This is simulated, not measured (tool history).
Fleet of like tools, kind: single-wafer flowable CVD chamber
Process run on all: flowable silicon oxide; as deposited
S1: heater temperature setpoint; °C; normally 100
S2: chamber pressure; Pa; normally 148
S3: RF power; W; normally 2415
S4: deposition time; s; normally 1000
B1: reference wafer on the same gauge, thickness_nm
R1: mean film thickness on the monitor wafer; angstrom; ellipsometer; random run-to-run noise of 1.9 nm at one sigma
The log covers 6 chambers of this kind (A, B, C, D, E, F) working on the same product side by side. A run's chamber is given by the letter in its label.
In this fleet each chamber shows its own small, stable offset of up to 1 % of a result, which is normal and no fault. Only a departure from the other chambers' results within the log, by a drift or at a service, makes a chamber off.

run	hour	S1	S2	S3	S4	B1	R1
# hour 11.1: chamber E: RF generator calibrated
1F	13.4	100	148	2415	1000	998.03	9390.5
2B	24.4	100	148	2415	1000	998.09	9272.7
3E	33.5	100	148	2415	1000	998.11	9428.8
4D	46.5	100	148	2415	1000	998.35	9313.1
5C	58.9	100	148	2415	1000	997.93	9332.6
6A	66.7	100	148	2415	1000	997.81	9358.4
7B	80.5	100	148	2415	1000	998.16	9259.8
# hour 87.5: chamber A: capacitance manometer re-zeroed and calibrated
8D	92.3	100	148	2415	1000	998.31	9277.6
# hour 93.2: chamber C: capacitance manometer re-zeroed and calibrated
9E	104.1	100	148	2415	1000	998.17	9395.2
10A	114.2	100	184	2415	1180	997.91	13916
11F	120.5	100	184	2415	1180	998.17	13946
12C	129.1	100	184	2415	1180	997.29	13886
13B	135.9	100	184	2415	1180	997.87	13748
14D	148.7	100	184	2415	1180	998.09	13741
15A	160.2	100	184	2415	1180	997.65	13931
16C	167.3	100	167	2265	1000	997.76	10548
# hour 175.7: chamber C: RF generator calibrated
17E	181.1	100	167	2265	1000	997.64	10674
18F	192.3	100	167	2265	1000	997.94	10628
19D	205.3	100	167	2265	1000	998.39	10458
20C	216.2	100	167	2265	1000	998.45	10582
21A	227.4	100	167	2265	1000	997.59	10566
22B	237.7	100	148	2415	1000	997.69	9271.1
# hour 247.9: chamber B: thermocouple changed; heater temperature recalibrated
# hour 248: chamber D: RF generator calibrated
23F	249.1	100	148	2415	1000	998.42	9402.6
# hour 252.1: chamber A: thermocouple changed; heater temperature recalibrated
24E	259	100	148	2415	1000	997.51	9398.2
25B	267.2	100	148	2415	1000	998	9292.9
26A	278.3	100	148	2415	1000	997.86	9355
# hour 282: chamber C: thermocouple changed; heater temperature recalibrated
27D	289.7	100	148	2415	1000	997.57	9339.3
# hour 295.2: chamber D: capacitance manometer re-zeroed and calibrated
28E	295.9	100	148	2415	1000	998.11	9387
29F	307.1	100	148	2415	1000	997.89	9404.8
30C	320.5	100	148	2415	1000	997.72	9348.8
31A	326.9	100	148	2415	1000	997.66	9380
32B	333.6	100	148	2415	1000	998.14	9295.7
33E	343.1	100	148	2415	1000	997.74	9382.8
34F	357.3	100	148	2415	1000	997.64	9381.7
35C	369.2	100	148	2415	1000	997.86	9346
36D	383.3	100	148	2415	1000	998.18	9286.2
37C	392.8	100	148	2415	1000	997.79	9296.4
38B	404.3	100	148	2415	1000	997.77	9289.8
39F	417.7	100	148	2415	1000	997.62	9413.6
# hour 420.2: chamber A: RF generator calibrated
40A	427.7	94	148	2415	1000	998.2	11328
41E	441.9	94	148	2415	1000	997.93	11480

For the next run the whole fleet of 6 chambers uses the same settings. Give each chamber's results:
42A	452.1	100	148	2605	1000		?
42B	452.1	100	148	2605	1000		?
42C	452.1	100	148	2605	1000		?
42D	452.1	100	148	2605	1000		?
42E	452.1	100	148	2605	1000		?
42F	452.1	100	148	2605	1000		?

run	R1
42A	9425
42B	9344.4
42C	9392.3
42D	9410.4
42E	9496.7
42F	9518.3

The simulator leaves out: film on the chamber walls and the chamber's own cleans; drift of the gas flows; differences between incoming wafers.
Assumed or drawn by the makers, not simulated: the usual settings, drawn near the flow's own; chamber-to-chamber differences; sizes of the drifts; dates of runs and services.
